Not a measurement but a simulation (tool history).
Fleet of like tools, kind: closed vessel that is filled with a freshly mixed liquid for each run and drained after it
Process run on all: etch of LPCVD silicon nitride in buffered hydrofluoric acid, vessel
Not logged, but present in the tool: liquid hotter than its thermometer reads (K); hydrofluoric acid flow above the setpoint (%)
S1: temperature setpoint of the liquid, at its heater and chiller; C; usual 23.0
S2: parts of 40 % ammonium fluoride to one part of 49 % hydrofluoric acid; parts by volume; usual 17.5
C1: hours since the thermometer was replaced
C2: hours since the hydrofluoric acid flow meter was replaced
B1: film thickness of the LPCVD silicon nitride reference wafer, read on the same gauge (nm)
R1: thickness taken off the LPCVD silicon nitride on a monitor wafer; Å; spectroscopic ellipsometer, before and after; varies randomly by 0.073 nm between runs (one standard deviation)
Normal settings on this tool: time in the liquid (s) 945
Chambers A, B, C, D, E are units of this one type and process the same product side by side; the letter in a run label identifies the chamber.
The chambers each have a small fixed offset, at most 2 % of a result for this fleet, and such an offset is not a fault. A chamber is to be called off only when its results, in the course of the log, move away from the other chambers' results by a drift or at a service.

{"run": "1B", "hour": 14.8, "S1": 23.0, "S2": 17.5, "time in the liquid (s)": 945, "C1": 2642.1, "C2": 470.1, "B1": 150.0, "R1": 85.0}
{"run": "2D", "hour": 30.9, "S1": 23.0, "S2": 17.5, "time in the liquid (s)": 945, "C1": 793.3, "C2": 1158.4, "B1": 149.99, "R1": 83.152}
{"run": "3A", "hour": 40.3, "S1": 23.0, "S2": 17.5, "time in the liquid (s)": 945, "C1": 2323.3, "C2": 523.6, "B1": 150.0, "R1": 84.372}
{"run": "4E", "hour": 53.2, "S1": 23.0, "S2": 17.5, "time in the liquid (s)": 945, "C1": 1150.6, "C2": 1195.7, "B1": 150.0, "R1": 85.709}
{"run": "5C", "hour": 66.2, "S1": 23.0, "S2": 17.5, "time in the liquid (s)": 945, "C1": 830.2, "C2": 1141.8, "B1": 150.01, "R1": 82.661}
{"run": "6C", "hour": 73.5, "S1": 23.0, "S2": 17.5, "time in the liquid (s)": 945, "C1": 837.5, "C2": 1149.1, "B1": 149.98, "R1": 83.053}
{"hour": 78.7, "done": "chamber A: thermometer replaced"}
{"run": "7E", "hour": 84.0, "S1": 23.0, "S2": 17.5, "time in the liquid (s)": 945, "C1": 1181.4, "C2": 1226.5, "B1": 149.97, "R1": 85.356}
{"run": "8B", "hour": 99.7, "S1": 23.0, "S2": 17.5, "time in the liquid (s)": 945, "C1": 2727.0, "C2": 555.0, "B1": 150.0, "R1": 84.679}
{"run": "9A", "hour": 113.5, "S1": 23.0, "S2": 17.5, "time in the liquid (s)": 945, "C1": 34.9, "C2": 596.8, "B1": 150.0, "R1": 83.923}
{"run": "10D", "hour": 121.8, "S1": 23.0, "S2": 17.5, "time in the liquid (s)": 945, "C1": 884.2, "C2": 1249.3, "B1": 149.97, "R1": 85.525}
{"run": "11B", "hour": 134.6, "S1": 23.0, "S2": 17.5, "time in the liquid (s)": 945, "C1": 2761.9, "C2": 589.9, "B1": 149.98, "R1": 84.633}
{"hour": 146.3, "done": "chamber B: thermometer replaced"}
{"run": "12D", "hour": 147.6, "S1": 23.0, "S2": 17.5, "time in the liquid (s)": 945, "C1": 910.0, "C2": 1275.1, "B1": 150.0, "R1": 84.705}
{"run": "13C", "hour": 158.4, "S1": 23.0, "S2": 17.5, "time in the liquid (s)": 945, "C1": 922.4, "C2": 1234.0, "B1": 150.02, "R1": 82.887}
{"run": "14A", "hour": 172.3, "S1": 23.0, "S2": 17.5, "time in the liquid (s)": 945, "C1": 93.7, "C2": 655.6, "B1": 150.0, "R1": 84.859}
{"run": "15E", "hour": 184.1, "S1": 23.0, "S2": 17.5, "time in the liquid (s)": 945, "C1": 1281.5, "C2": 1326.6, "B1": 150.01, "R1": 85.552}
{"run": "16B", "hour": 192.5, "S1": 23.0, "S2": 17.5, "time in the liquid (s)": 945, "C1": 46.2, "C2": 647.8, "B1": 149.99, "R1": 86.351}
{"run": "17A", "hour": 203.5, "S1": 23.0, "S2": 17.5, "time in the liquid (s)": 945, "C1": 124.9, "C2": 686.8, "B1": 150.02, "R1": 84.871}
{"run": "18D", "hour": 211.8, "S1": 23.0, "S2": 17.5, "time in the liquid (s)": 945, "C1": 974.2, "C2": 1339.3, "B1": 149.97, "R1": 82.871}
{"run": "19E", "hour": 227.0, "S1": 23.0, "S2": 17.5, "time in the liquid (s)": 945, "C1": 1324.4, "C2": 1369.5, "B1": 149.99, "R1": 84.687}
{"run": "20C", "hour": 234.6, "S1": 23.0, "S2": 17.5, "time in the liquid (s)": 945, "C1": 998.6, "C2": 1310.2, "B1": 150.01, "R1": 82.246}
{"run": "21C", "hour": 243.0, "S1": 23.0, "S2": 17.5, "time in the liquid (s)": 945, "C1": 1007.0, "C2": 1318.6, "B1": 149.99, "R1": 83.704}
{"hour": 252.6, "done": "chamber C: hydrofluoric acid flow meter replaced"}
{"run": "22E", "hour": 258.2, "S1": 23.0, "S2": 17.5, "time in the liquid (s)": 945, "C1": 1355.6, "C2": 1400.7, "B1": 150.03, "R1": 85.586}
{"run": "23B", "hour": 265.3, "S1": 23.0, "S2": 17.5, "time in the liquid (s)": 945, "C1": 119.0, "C2": 720.6, "B1": 150.0, "R1": 89.18}
{"run": "24A", "hour": 273.9, "S1": 19.5, "S2": 17.5, "time in the liquid (s)": 1225, "C1": 195.3, "C2": 757.2, "B1": 150.0, "R1": 90.337}
{"run": "25D", "hour": 283.7, "S1": 19.5, "S2": 17.5, "time in the liquid (s)": 1225, "C1": 1046.1, "C2": 1411.2, "B1": 150.01, "R1": 89.66}
{"run": "26B", "hour": 298.2, "S1": 19.5, "S2": 17.5, "time in the liquid (s)": 1225, "C1": 151.9, "C2": 753.5, "B1": 149.99, "R1": 96.803}
{"run": "27C", "hour": 313.4, "S1": 19.5, "S2": 17.5, "time in the liquid (s)": 1225, "C1": 1077.4, "C2": 60.8, "B1": 149.99, "R1": 88.845}
{"run": "28A", "hour": 327.7, "S1": 19.5, "S2": 17.5, "time in the liquid (s)": 1225, "C1": 249.1, "C2": 811.0, "B1": 150.0, "R1": 90.083}
{"run": "29D", "hour": 343.9, "S1": 23.0, "S2": 17.5, "time in the liquid (s)": 945, "C1": 1106.3, "C2": 1471.4, "B1": 150.0, "R1": 82.826}
{"run": "30E", "hour": 352.7, "S1": 26.0, "S2": 23.5, "time in the liquid (s)": 945, "C1": 1450.1, "C2": 1495.2, "B1": 150.01, "R1": 78.408}
{"run": "31D", "hour": 364.8, "S1": 26.0, "S2": 23.5, "time in the liquid (s)": 945, "C1": 1127.2, "C2": 1492.3, "B1": 150.0, "R1": 78.253}
{"run": "32E", "hour": 378.5, "S1": 26.0, "S2": 23.5, "time in the liquid (s)": 945, "C1": 1475.9, "C2": 1521.0, "B1": 149.97, "R1": 78.92}

What goes on in this fleet: one chamber off, a drifting gauge, or nothing beyond the chambers' own small offsets? Name the chamber and the cause, if any.

Little by little, chamber B moves away from the other chambers.
Cause: hydrofluoric acid flow above the setpoint (%) = 10.6.
From this log alone, it may not be told apart from: liquid hotter than its thermometer reads (K).

Which of the 4 candidates below, each the usual settings with something changed and its results left as question marks, puts chamber B back in line with what the other chambers give on the usual settings?
Maximum distance from the other chambers' mean on the usual settings for a result to count as in line: R1 2.600 Å
{"run": "33B-1", "hour": 390.3, "S1": 23.0, "S2": 17.5, "time in the liquid (s)": 910, "R1": "?"}
{"run": "33B-2", "hour": 390.3, "S1": 23.0, "S2": 18.0, "time in the liquid (s)": 890, "R1": "?"}
{"run": "33B-3", "hour": 390.3, "S1": 23.0, "S2": 17.0, "time in the liquid (s)": 1005, "R1": "?"}
{"run": "33B-4", "hour": 390.3, "S1": 23.0, "S2": 17.5, "time in the liquid (s)": 985, "R1": "?"}

Average result of the remaining chambers running the usual settings: R1 84.412 Å
run=33B-1 R1=89.493
run=33B-2 R1=85.103
run=33B-3 R1=101.730
run=33B-4 R1=96.869
The right change is 33B-2: it brings the chamber back within the allowed miss of the others.
